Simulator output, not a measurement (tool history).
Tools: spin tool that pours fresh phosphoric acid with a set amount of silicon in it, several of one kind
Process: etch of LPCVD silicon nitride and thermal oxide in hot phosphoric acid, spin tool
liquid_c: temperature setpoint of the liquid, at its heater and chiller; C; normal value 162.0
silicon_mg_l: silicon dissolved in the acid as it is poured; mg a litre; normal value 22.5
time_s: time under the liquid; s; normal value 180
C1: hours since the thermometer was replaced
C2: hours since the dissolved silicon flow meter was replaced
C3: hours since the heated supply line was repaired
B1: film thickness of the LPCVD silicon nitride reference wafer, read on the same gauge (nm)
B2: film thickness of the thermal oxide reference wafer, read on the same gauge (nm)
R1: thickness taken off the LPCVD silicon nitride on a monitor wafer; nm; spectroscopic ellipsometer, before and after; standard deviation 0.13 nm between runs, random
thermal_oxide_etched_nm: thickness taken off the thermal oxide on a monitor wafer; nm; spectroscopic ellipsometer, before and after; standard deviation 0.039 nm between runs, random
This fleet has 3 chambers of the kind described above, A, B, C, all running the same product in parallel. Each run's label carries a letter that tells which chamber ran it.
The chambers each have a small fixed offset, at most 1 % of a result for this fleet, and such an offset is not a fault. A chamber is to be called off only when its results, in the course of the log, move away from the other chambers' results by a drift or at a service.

Run 1C, hour 6.1: usual settings; C1 463.0; C2 238.4; C3 1540.0; B1 109.99; B2 30.011. Result: R1 15.1970 nm, thermal_oxide_etched_nm 0.35269 nm.
At hour 16.8: chamber B: thermometer replaced.
Run 2B, hour 17.5: usual settings; C1 0.7; C2 885.0; C3 439.7; B1 110.00; B2 30.023. Result: R1 14.9610 nm, thermal_oxide_etched_nm 0.29217 nm.
Run 3A, hour 27.8: usual settings; C1 1983.1; C2 772.9; C3 1170.1; B1 109.98; B2 30.001. Result: R1 15.4830 nm, thermal_oxide_etched_nm 0.31064 nm.
Run 4B, hour 39.7: usual settings; C1 22.9; C2 907.2; C3 461.9; B1 110.00; B2 29.971. Result: R1 15.1020 nm, thermal_oxide_etched_nm 0.33890 nm.
At hour 47.0: chamber A: dissolved silicon flow meter replaced.
Run 5C, hour 49.0: usual settings; C1 505.9; C2 281.3; C3 1582.9; B1 110.01; B2 29.958. Result: R1 15.0600 nm, thermal_oxide_etched_nm 0.37076 nm.
Run 6A, hour 59.6: usual settings; C1 2014.9; C2 12.6; C3 1201.9; B1 110.00; B2 29.968. Result: R1 14.7830 nm, thermal_oxide_etched_nm 0.35058 nm.
Run 7A, hour 65.9: usual settings; C1 2021.2; C2 18.9; C3 1208.2; B1 109.99; B2 29.996. Result: R1 15.1770 nm, thermal_oxide_etched_nm 0.33203 nm.
Run 8C, hour 73.4: usual settings; C1 530.3; C2 305.7; C3 1607.3; B1 110.00; B2 30.001. Result: R1 15.0870 nm, thermal_oxide_etched_nm 0.35456 nm.
Run 9B, hour 79.8: usual settings; C1 63.0; C2 947.3; C3 502.0; B1 109.98; B2 29.986. Result: R1 15.3100 nm, thermal_oxide_etched_nm 0.34453 nm.
Run 10C, hour 87.0: usual settings; C1 543.9; C2 319.3; C3 1620.9; B1 110.00; B2 29.966. Result: R1 15.1200 nm, thermal_oxide_etched_nm 0.34396 nm.
Run 11A, hour 95.6: usual settings; C1 2050.9; C2 48.6; C3 1237.9; B1 110.02; B2 30.047. Result: R1 15.2080 nm, thermal_oxide_etched_nm 0.29404 nm.
Run 12B, hour 105.6: usual settings; C1 88.8; C2 973.1; C3 527.8; B1 110.00; B2 30.005. Result: R1 15.0370 nm, thermal_oxide_etched_nm 0.33304 nm.
Run 13C, hour 116.0: usual settings but time_s 75 s; C1 572.9; C2 348.3; C3 1649.9; B1 110.02; B2 30.026. Result: R1 6.2796 nm, thermal_oxide_etched_nm 0.13780 nm.
Run 14A, hour 127.0: usual settings but time_s 75 s; C1 2082.3; C2 80.0; C3 1269.3; B1 109.98; B2 29.994. Result: R1 6.2768 nm, thermal_oxide_etched_nm 0.14733 nm.
Run 15B, hour 137.7: usual settings but time_s 75 s; C1 120.9; C2 1005.2; C3 559.9; B1 109.99; B2 30.005. Result: R1 6.2864 nm, thermal_oxide_etched_nm 0.13152 nm.
Run 16C, hour 145.7: usual settings but time_s 260 s; C1 602.6; C2 378.0; C3 1679.6; B1 109.99; B2 30.007. Result: R1 21.1820 nm, thermal_oxide_etched_nm 0.41816 nm.
Run 17B, hour 155.5: usual settings but time_s 260 s; C1 138.7; C2 1023.0; C3 577.7; B1 109.98; B2 29.971. Result: R1 21.4540 nm, thermal_oxide_etched_nm 0.45029 nm.
Run 18A, hour 166.2: usual settings but time_s 260 s; C1 2121.5; C2 119.2; C3 1308.5; B1 110.01; B2 29.987. Result: R1 21.5910 nm, thermal_oxide_etched_nm 0.53160 nm.
Run 19A, hour 177.0: usual settings; C1 2132.3; C2 130.0; C3 1319.3; B1 109.99; B2 29.994. Result: R1 15.3280 nm, thermal_oxide_etched_nm 0.27594 nm.
At hour 185.8: chamber A: thermometer replaced.
Run 20B, hour 187.1: usual settings; C1 170.3; C2 1054.6; C3 609.3; B1 110.01; B2 29.988. Result: R1 15.2280 nm, thermal_oxide_etched_nm 0.34815 nm.
Run 21C, hour 195.0: usual settings but liquid_c 164.0 C; C1 651.9; C2 427.3; C3 1728.9; B1 109.99; B2 29.981. Result: R1 15.7510 nm, thermal_oxide_etched_nm 0.34568 nm.
Run 22C, hour 206.5: usual settings but liquid_c 164.0 C; C1 663.4; C2 438.8; C3 1740.4; B1 110.02; B2 29.969. Result: R1 15.7080 nm, thermal_oxide_etched_nm 0.31762 nm.
Run 23A, hour 213.3: usual settings but liquid_c 164.0 C; C1 27.6; C2 166.3; C3 1355.6; B1 109.98; B2 30.009. Result: R1 16.0040 nm, thermal_oxide_etched_nm 0.37330 nm.
Run 24B, hour 223.8: usual settings; C1 207.0; C2 1091.3; C3 646.0; B1 110.01; B2 30.028. Result: R1 15.0600 nm, thermal_oxide_etched_nm 0.36251 nm.
Run 25C, hour 232.5: usual settings; C1 689.4; C2 464.8; C3 1766.4; B1 110.01; B2 29.989. Result: R1 14.2230 nm, thermal_oxide_etched_nm 0.27488 nm.
Run 26B, hour 244.2: usual settings; C1 227.4; C2 1111.7; C3 666.4; B1 109.98; B2 30.010. Result: R1 14.9570 nm, thermal_oxide_etched_nm 0.35970 nm.
Run 27A, hour 252.8: usual settings; C1 67.1; C2 205.8; C3 1395.1; B1 110.00; B2 30.020. Result: R1 15.1900 nm, thermal_oxide_etched_nm 0.30181 nm.
Run 28B, hour 261.1: usual settings but liquid_c 159.5 C; C1 244.3; C2 1128.6; C3 683.3; B1 109.99; B2 29.979. Result: R1 13.8880 nm, thermal_oxide_etched_nm 0.26637 nm.

One chamber off, gauge drift, or nothing amiss beyond the chambers' own small offsets? If it is a chamber, which one, and what is the likeliest cause?

One chamber, C, drifts off from the rest bit by bit.
Cause: liquid colder than its thermometer reads (K) = 1.58.
From this log alone, it may not be told apart from: temperature lost on the way to the wafer (K).

Which of the 4 candidates below, each the usual settings with something changed and its results left as question marks, puts chamber C back in line with what the other chambers give on the usual settings?
To be in line, a result may differ from the other chambers' mean on the usual settings by at most: R1 0.4700 nm; thermal_oxide_etched_nm 0.14000 nm
Run 29C-1, hour 270.2: usual settings but silicon_mg_l 20.0 mg a litre, time_s 190 s. Result: R1 ?, thermal_oxide_etched_nm ?.
Run 29C-2, hour 270.2: usual settings but liquid_c 161.5 C, silicon_mg_l 27.5 mg a litre, time_s 165 s. Result: R1 ?, thermal_oxide_etched_nm ?.
Run 29C-3, hour 270.2: usual settings but liquid_c 162.5 C, silicon_mg_l 17.5 mg a litre, time_s 195 s. Result: R1 ?, thermal_oxide_etched_nm ?.
Run 29C-4, hour 270.2: usual settings but silicon_mg_l 25.0 mg a litre, time_s 170 s. Result: R1 ?, thermal_oxide_etched_nm ?.

The mean the other chambers reach with the usual settings: R1 15.0620 nm; thermal_oxide_etched_nm 0.33877 nm
  run       R1  thermal_oxide_etched_nm
29C-1  15.1800                  0.34302
29C-2  12.9670                  0.22571
29C-3  15.8370                  0.39110
29C-4  13.5820                  0.26307
With 29C-1, the chamber falls back in line with the rest.
